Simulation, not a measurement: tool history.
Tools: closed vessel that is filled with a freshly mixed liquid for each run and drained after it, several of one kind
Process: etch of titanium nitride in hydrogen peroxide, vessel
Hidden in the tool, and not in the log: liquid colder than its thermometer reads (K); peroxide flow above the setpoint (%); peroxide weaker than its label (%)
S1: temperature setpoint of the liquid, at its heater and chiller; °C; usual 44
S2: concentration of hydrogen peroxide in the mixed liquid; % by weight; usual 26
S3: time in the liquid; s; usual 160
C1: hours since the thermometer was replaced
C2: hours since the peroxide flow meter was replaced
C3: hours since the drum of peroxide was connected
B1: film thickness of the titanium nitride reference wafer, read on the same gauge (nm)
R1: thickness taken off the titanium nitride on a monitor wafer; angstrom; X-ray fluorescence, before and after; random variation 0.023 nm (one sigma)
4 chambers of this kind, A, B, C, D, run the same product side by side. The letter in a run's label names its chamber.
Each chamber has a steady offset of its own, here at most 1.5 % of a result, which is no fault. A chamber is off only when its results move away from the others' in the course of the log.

run   hour  S1    S2   S3      C1      C2     C3      B1      R1
 1B    6.9  44    26  160    49.7   958.4    413  69.996  70.404
 2D   12.6  44    26  160  1970.5     223    397  70.005  69.592
      18.2  -- chamber C: thermometer replaced
 3C   19.8  44    26  160     1.7   864.6  307.2  69.984  70.035
 4A   24.8  44    26  160  1320.4  1277.2   32.8  70.019  69.889
 5C   35.3  44    26  160    17.2   880.1  322.7  70.022   69.78
      44.2  -- chamber A: peroxide flow meter replaced
 6D   45.4  44    26  160  2003.3   255.8  429.8  69.992  68.943
 7A     53  44    26  160  1348.6     8.8     61  70.038  69.704
 8B   60.2  44    30  160     103  1011.7  466.3  70.011  72.946
      62.6  -- chamber D: new drum of peroxide connected
 9B   66.6  44    30  160   109.4  1018.1  472.7  70.012  73.084
10D   77.2  44    30  160  2035.1   287.6   14.6  69.961  71.382
11C   87.7  44    30  160    69.6   932.5  375.1  70.002  72.528
12A   95.4  44    26  160    1391    51.2  103.4  69.993   70.19
13D  103.2  44    26  160  2061.1   313.6   40.6  70.035  69.102
14B  111.6  44    26  160   154.4  1063.1  517.7      70  70.486
15A    120  44    26  160  1415.6    75.8    128  70.024  69.769
16C  126.4  44  19.5  160   108.3   971.2  413.8  70.004  65.748
17C  134.1  44  19.5  160     116   978.9  421.5  70.005  66.163
18D    142  44  19.5  160  2099.9   352.4   79.4  69.978  65.258
19B  152.9  44  19.5  160   195.7  1104.4    559  69.988  66.612
20A  158.7  44    26  130  1454.3   114.5  166.7  69.996   57.13
21B  164.4  44    26  130   207.2  1115.9  570.5   69.99  57.195
22D  172.4  44    26  130  2130.3   382.8  109.8  70.017  56.351
23A  181.4  44    26  130    1477   137.2  189.4  70.008  56.556
24C  187.3  39    21  160   169.2  1032.1  474.7  69.982  45.675
25D  192.9  39    21  160  2150.8   403.3  130.3  70.007  45.032
26C  198.7  39    21  160   180.6  1043.5  486.1  70.005  45.437
27A  204.1  39    21  160  1499.7   159.9  212.1  70.017  45.293
28B  212.7  44    26  160   255.5  1164.2  618.8  69.995  70.599
29A  217.7  44    26  160  1513.3   173.5  225.7  69.987  70.237
30C  224.1  44    26  160     206  1068.9  511.5  70.014  70.236
31B  232.6  44    30  160   275.4  1184.1  638.7  70.015  72.651
     234.8  -- chamber D: thermometer replaced
32D  239.5  44    30  160     4.8   449.9  176.9  70.005  71.226
33A  249.4  44    30  160    1545   205.2  257.4  70.013  72.371
34D  259.6  44    30  160    24.9     470    197  70.023  71.654
35B  265.1  44    26  160   307.9  1216.6  671.2  70.012  70.693
36C  269.9  44    26  160   251.8  1114.7  557.3   69.99  70.342

Is one chamber off against the others, does the gauge drift, or is nothing wrong? If a chamber is off, say which, and what the likeliest cause is.

No chamber stands off beyond its own small offset, and the gauge holds steady.
